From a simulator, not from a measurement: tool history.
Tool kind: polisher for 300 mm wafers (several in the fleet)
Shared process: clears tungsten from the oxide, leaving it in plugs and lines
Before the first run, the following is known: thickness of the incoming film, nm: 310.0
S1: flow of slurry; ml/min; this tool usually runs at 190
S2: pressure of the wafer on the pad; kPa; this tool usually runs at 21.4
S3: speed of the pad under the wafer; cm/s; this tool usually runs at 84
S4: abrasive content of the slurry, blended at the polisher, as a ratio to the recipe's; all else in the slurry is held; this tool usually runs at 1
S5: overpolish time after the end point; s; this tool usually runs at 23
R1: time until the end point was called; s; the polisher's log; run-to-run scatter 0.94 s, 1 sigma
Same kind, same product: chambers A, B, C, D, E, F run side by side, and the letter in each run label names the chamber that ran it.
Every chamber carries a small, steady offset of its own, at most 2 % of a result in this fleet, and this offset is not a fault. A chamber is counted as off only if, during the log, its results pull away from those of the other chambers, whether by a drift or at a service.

run 1D day=0.254 | S1=190 S2=21.4 S3=84 S4=1 S5=23 | R1=80.25
run 2A day=0.417 | S1=190 S2=21.4 S3=84 S4=1 S5=23 | R1=76.67
-- day=0.467 chamber E: slurry tank refilled with fresh slurry and peroxide
-- day=0.483 chamber E: worn pad replaced by a new one
-- day=0.504 chamber F: worn pad replaced by a new one
-- day=0.546 chamber A: slurry tank refilled with fresh slurry and peroxide
run 3E day=0.667 | S1=190 S2=21.4 S3=84 S4=1 S5=23 | R1=79.705
-- day=0.746 chamber D: slurry tank refilled with fresh slurry and peroxide
run 4F day=0.804 | S1=190 S2=21.4 S3=84 S4=1 S5=23 | R1=79.492
-- day=0.867 chamber D: worn pad replaced by a new one
-- day=0.933 chamber A: slurry blender recalibrated
-- day=1.046 chamber C: worn pad replaced by a new one
run 5B day=1.058 | S1=190 S2=21.4 S3=84 S4=1 S5=23 | R1=78.452
run 6C day=1.262 | S1=190 S2=21.4 S3=84 S4=1 S5=23 | R1=79.171
run 7A day=1.425 | S1=190 S2=21.4 S3=84 S4=1 S5=23 | R1=79.091
run 8E day=1.675 | S1=190 S2=21.4 S3=84 S4=1 S5=23 | R1=77.089
-- day=1.842 chamber A: slurry nozzle cleaned
-- day=1.871 chamber F: slurry nozzle cleaned
run 9F day=1.983 | S1=190 S2=21.4 S3=84 S4=1 S5=23 | R1=81.281
run 10B day=2.138 | S1=190 S2=21.4 S3=84 S4=1 S5=23 | R1=79.095
-- day=2.179 chamber B: worn pad replaced by a new one
run 11C day=2.308 | S1=190 S2=21.4 S3=84 S4=1 S5=23 | R1=80.287
run 12D day=2.558 | S1=190 S2=21.4 S3=84 S4=1 S5=23 | R1=81.34
-- day=2.604 chamber E: slurry tank refilled with fresh slurry and peroxide
-- day=2.688 chamber C: head pressure recalibrated
-- day=2.742 chamber A: worn pad replaced by a new one
run 13C day=2.808 | S1=190 S2=21.4 S3=58 S4=1 S5=23 | R1=114.56
run 14A day=3.05 | S1=190 S2=21.4 S3=58 S4=1 S5=23 | R1=114.54
-- day=3.254 chamber A: slurry tank refilled with fresh slurry and peroxide
run 15D day=3.342 | S1=190 S2=21.4 S3=58 S4=1 S5=23 | R1=114.12
run 16F day=3.629 | S1=190 S2=21.4 S3=58 S4=1 S5=23 | R1=116.47
run 17B day=3.858 | S1=190 S2=21.4 S3=58 S4=1 S5=23 | R1=113.78
-- day=3.988 chamber E: slurry blender recalibrated
run 18E day=4.054 | S1=190 S2=21.4 S3=58 S4=1 S5=23 | R1=112.95
run 19F day=4.225 | S1=190 S2=21.4 S3=84 S4=1 S5=23 | R1=80.058
run 20E day=4.404 | S1=190 S2=21.4 S3=84 S4=1 S5=23 | R1=78.619
-- day=4.633 chamber C: slurry tank refilled with fresh slurry and peroxide
-- day=4.65 chamber D: worn pad replaced by a new one
run 21C day=4.65 | S1=190 S2=21.4 S3=84 S4=1 S5=23 | R1=81.805
-- day=4.771 chamber F: worn pad replaced by a new one
-- day=4.846 chamber B: slurry tank refilled with fresh slurry and peroxide
run 22D day=4.938 | S1=190 S2=21.4 S3=84 S4=1 S5=23 | R1=82.055
-- day=4.954 chamber B: worn pad replaced by a new one
-- day=5.083 chamber E: slurry tank refilled with fresh slurry and peroxide
-- day=5.092 chamber D: slurry tank refilled with fresh slurry and peroxide
run 23A day=5.188 | S1=190 S2=21.4 S3=84 S4=1 S5=23 | R1=78.837
run 24B day=5.458 | S1=190 S2=21.4 S3=84 S4=1 S5=23 | R1=79.165
-- day=5.617 chamber F: head pressure recalibrated
-- day=5.629 chamber F: slurry blender recalibrated
-- day=5.733 chamber A: slurry tank refilled with fresh slurry and peroxide
run 25B day=5.767 | S1=190 S2=21.4 S3=84 S4=1 S5=23 | R1=78.589
run 26C day=5.967 | S1=190 S2=21.4 S3=84 S4=1 S5=23 | R1=80.224
-- day=6 chamber A: slurry blender recalibrated
-- day=6.175 chamber F: slurry tank refilled with fresh slurry and peroxide
run 27A day=6.175 | S1=190 S2=21.4 S3=84 S4=1 S5=23 | R1=78.173
run 28F day=6.45 | S1=190 S2=21.4 S3=84 S4=1 S5=23 | R1=79.436
-- day=6.542 chamber D: slurry blender recalibrated
run 29D day=6.679 | S1=190 S2=21.4 S3=84 S4=1 S5=23 | R1=82.107
-- day=6.867 chamber C: worn pad replaced by a new one
run 30E day=6.95 | S1=190 S2=21.4 S3=84 S4=1 S5=23 | R1=80.044
-- day=7.162 chamber E: worn pad replaced by a new one
run 31D day=7.179 | S1=190 S2=21.4 S3=84 S4=1 S5=23 | R1=80.667
run 32C day=7.342 | S1=190 S2=21.4 S3=84 S4=1 S5=23 | R1=80.198
run 33A day=7.583 | S1=165 S2=21.4 S3=84 S4=1 S5=23 | R1=81.272
-- day=7.629 chamber B: worn pad replaced by a new one
-- day=7.829 chamber E: slurry tank refilled with fresh slurry and peroxide
run 34E day=7.854 | S1=165 S2=21.4 S3=84 S4=1 S5=23 | R1=80.116
-- day=7.933 chamber A: worn pad replaced by a new one
run 35B day=8.071 | S1=165 S2=21.4 S3=84 S4=1 S5=23 | R1=80.563
-- day=8.142 chamber E: slurry nozzle cleaned
run 36F day=8.283 | S1=165 S2=21.4 S3=84 S4=1 S5=23 | R1=80.173
-- day=8.338 chamber A: slurry tank refilled with fresh slurry and peroxide
run 37D day=8.546 | S1=165 S2=21.4 S3=84 S4=1 S5=23 | R1=81.798
-- day=8.692 chamber F: worn pad replaced by a new one
run 38E day=8.812 | S1=165 S2=21.4 S3=84 S4=1 S5=23 | R1=81.88
run 39F day=9.067 | S1=190 S2=21.4 S3=84 S4=1 S5=23 | R1=81.161
run 40A day=9.254 | S1=190 S2=21.4 S3=84 S4=1 S5=23 | R1=77.759
run 41C day=9.458 | S1=190 S2=21.4 S3=84 S4=1 S5=23 | R1=78.986

All 6 chambers run these settings next. Forecast each chamber's results:
run 42A day=9.688 | S1=190 S2=21.4 S3=84 S4=1 S5=33 | R1=?
run 42B day=9.688 | S1=190 S2=21.4 S3=84 S4=1 S5=33 | R1=?
run 42C day=9.688 | S1=190 S2=21.4 S3=84 S4=1 S5=33 | R1=?
run 42D day=9.688 | S1=190 S2=21.4 S3=84 S4=1 S5=33 | R1=?
run 42E day=9.688 | S1=190 S2=21.4 S3=84 S4=1 S5=33 | R1=?
run 42F day=9.688 | S1=190 S2=21.4 S3=84 S4=1 S5=33 | R1=?

run=42A R1=76.252
run=42B R1=79.173
run=42C R1=81.017
run=42D R1=81.037
run=42E R1=78.981
run=42F R1=80.643
